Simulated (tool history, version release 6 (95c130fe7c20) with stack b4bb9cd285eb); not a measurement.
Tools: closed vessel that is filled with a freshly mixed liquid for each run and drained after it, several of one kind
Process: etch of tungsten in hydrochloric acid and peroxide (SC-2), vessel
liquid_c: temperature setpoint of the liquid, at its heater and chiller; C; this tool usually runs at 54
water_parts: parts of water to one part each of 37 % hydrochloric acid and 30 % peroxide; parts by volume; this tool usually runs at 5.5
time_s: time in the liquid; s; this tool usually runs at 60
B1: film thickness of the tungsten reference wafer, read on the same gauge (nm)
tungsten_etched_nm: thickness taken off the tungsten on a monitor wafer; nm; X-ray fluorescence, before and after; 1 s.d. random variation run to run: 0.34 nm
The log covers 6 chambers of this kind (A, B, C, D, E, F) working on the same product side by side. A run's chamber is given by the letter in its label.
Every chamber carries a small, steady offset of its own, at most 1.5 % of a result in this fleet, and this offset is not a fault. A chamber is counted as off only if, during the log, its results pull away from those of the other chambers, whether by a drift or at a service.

Run 1D, hour 3.6: usual settings; B1 150.01. Result: tungsten_etched_nm 46.516 nm.
Run 2E, hour 7.5: usual settings; B1 149.99. Result: tungsten_etched_nm 46.642 nm.
Run 3A, hour 11.5: usual settings; B1 149.99. Result: tungsten_etched_nm 47.591 nm.
Run 4B, hour 14.2: usual settings; B1 150. Result: tungsten_etched_nm 47.085 nm.
Run 5C, hour 16.2: usual settings; B1 149.99. Result: tungsten_etched_nm 46.903 nm.
Run 6F, hour 20: usual settings; B1 150. Result: tungsten_etched_nm 46.564 nm.
Run 7F, hour 22.8: usual settings; B1 150. Result: tungsten_etched_nm 46.381 nm.
Run 8A, hour 26: usual settings but liquid_c 61 C, water_parts 7 parts by volume; B1 149.99. Result: tungsten_etched_nm 61.798 nm.
At hour 27.9: chamber A: new drum of peroxide connected.
Run 9B, hour 28.8: usual settings but liquid_c 61 C, water_parts 7 parts by volume; B1 150.02. Result: tungsten_etched_nm 60.879 nm.
Run 10C, hour 31.6: usual settings but liquid_c 61 C, water_parts 7 parts by volume; B1 150.02. Result: tungsten_etched_nm 61.616 nm.
Run 11D, hour 33.8: usual settings but liquid_c 61 C, water_parts 7 parts by volume; B1 150.01. Result: tungsten_etched_nm 61.427 nm.
Run 12E, hour 37.5: usual settings but liquid_c 61 C, water_parts 7 parts by volume; B1 149.99. Result: tungsten_etched_nm 60.326 nm.
Run 13F, hour 41.1: usual settings but liquid_c 61 C, water_parts 7 parts by volume; B1 150.01. Result: tungsten_etched_nm 60.984 nm.
Run 14D, hour 43.3: usual settings; B1 150.01. Result: tungsten_etched_nm 46.971 nm.
Run 15A, hour 46.8: usual settings; B1 149.99. Result: tungsten_etched_nm 47.099 nm.
At hour 47.4: chamber C: thermometer replaced.
Run 16C, hour 48.8: usual settings; B1 149.98. Result: tungsten_etched_nm 47.005 nm.
Run 17E, hour 52.1: usual settings; B1 149.98. Result: tungsten_etched_nm 46.089 nm.
At hour 54.9: chamber B: new drum of peroxide connected.
Run 18B, hour 55.6: usual settings; B1 150. Result: tungsten_etched_nm 46.675 nm.
Run 19B, hour 58.1: usual settings; B1 150.02. Result: tungsten_etched_nm 47.083 nm.
Run 20F, hour 61.8: usual settings; B1 149.99. Result: tungsten_etched_nm 46.426 nm.
Run 21D, hour 64.3: usual settings; B1 150.01. Result: tungsten_etched_nm 46.522 nm.
Run 22A, hour 68.1: usual settings; B1 149.99. Result: tungsten_etched_nm 47.281 nm.
Run 23C, hour 71.4: usual settings; B1 149.99. Result: tungsten_etched_nm 47.835 nm.
Run 24E, hour 75.5: usual settings; B1 150.02. Result: tungsten_etched_nm 46.447 nm.
Run 25D, hour 79.2: usual settings; B1 150. Result: tungsten_etched_nm 46.615 nm.
Run 26C, hour 81.8: usual settings; B1 150. Result: tungsten_etched_nm 46.955 nm.
Run 27E, hour 84: usual settings; B1 150.01. Result: tungsten_etched_nm 46.507 nm.
Run 28F, hour 87.9: usual settings; B1 150.01. Result: tungsten_etched_nm 47.185 nm.
At hour 89.4: chamber A: thermometer replaced.
Run 29A, hour 91.8: usual settings; B1 150.02. Result: tungsten_etched_nm 46.943 nm.
Run 30B, hour 94.9: usual settings; B1 150.01. Result: tungsten_etched_nm 46.509 nm.
Run 31A, hour 97: usual settings; B1 150.01. Result: tungsten_etched_nm 47.502 nm.
Run 32E, hour 100: usual settings; B1 149.99. Result: tungsten_etched_nm 46.15 nm.
Run 33F, hour 103.1: usual settings; B1 150. Result: tungsten_etched_nm 46.196 nm.
Run 34D, hour 105.7: usual settings; B1 150. Result: tungsten_etched_nm 46.665 nm.
Run 35B, hour 108.9: usual settings; B1 150. Result: tungsten_etched_nm 47.663 nm.
Run 36C, hour 113.1: usual settings; B1 150.01. Result: tungsten_etched_nm 47.189 nm.
Run 37A, hour 116.1: usual settings but water_parts 4 parts by volume, time_s 75 s; B1 149.99. Result: tungsten_etched_nm 73.34 nm.
Run 38C, hour 119.2: usual settings but water_parts 4 parts by volume, time_s 75 s; B1 150. Result: tungsten_etched_nm 73.126 nm.
Run 39D, hour 122.1: usual settings but water_parts 4 parts by volume, time_s 75 s; B1 149.99. Result: tungsten_etched_nm 72.288 nm.

One chamber off, gauge drift, or nothing amiss beyond the chambers' own small offsets? If it is a chamber, which one, and what is the likeliest cause?

Beyond each chamber's small constant offset nothing stands out, and the gauge stays steady.
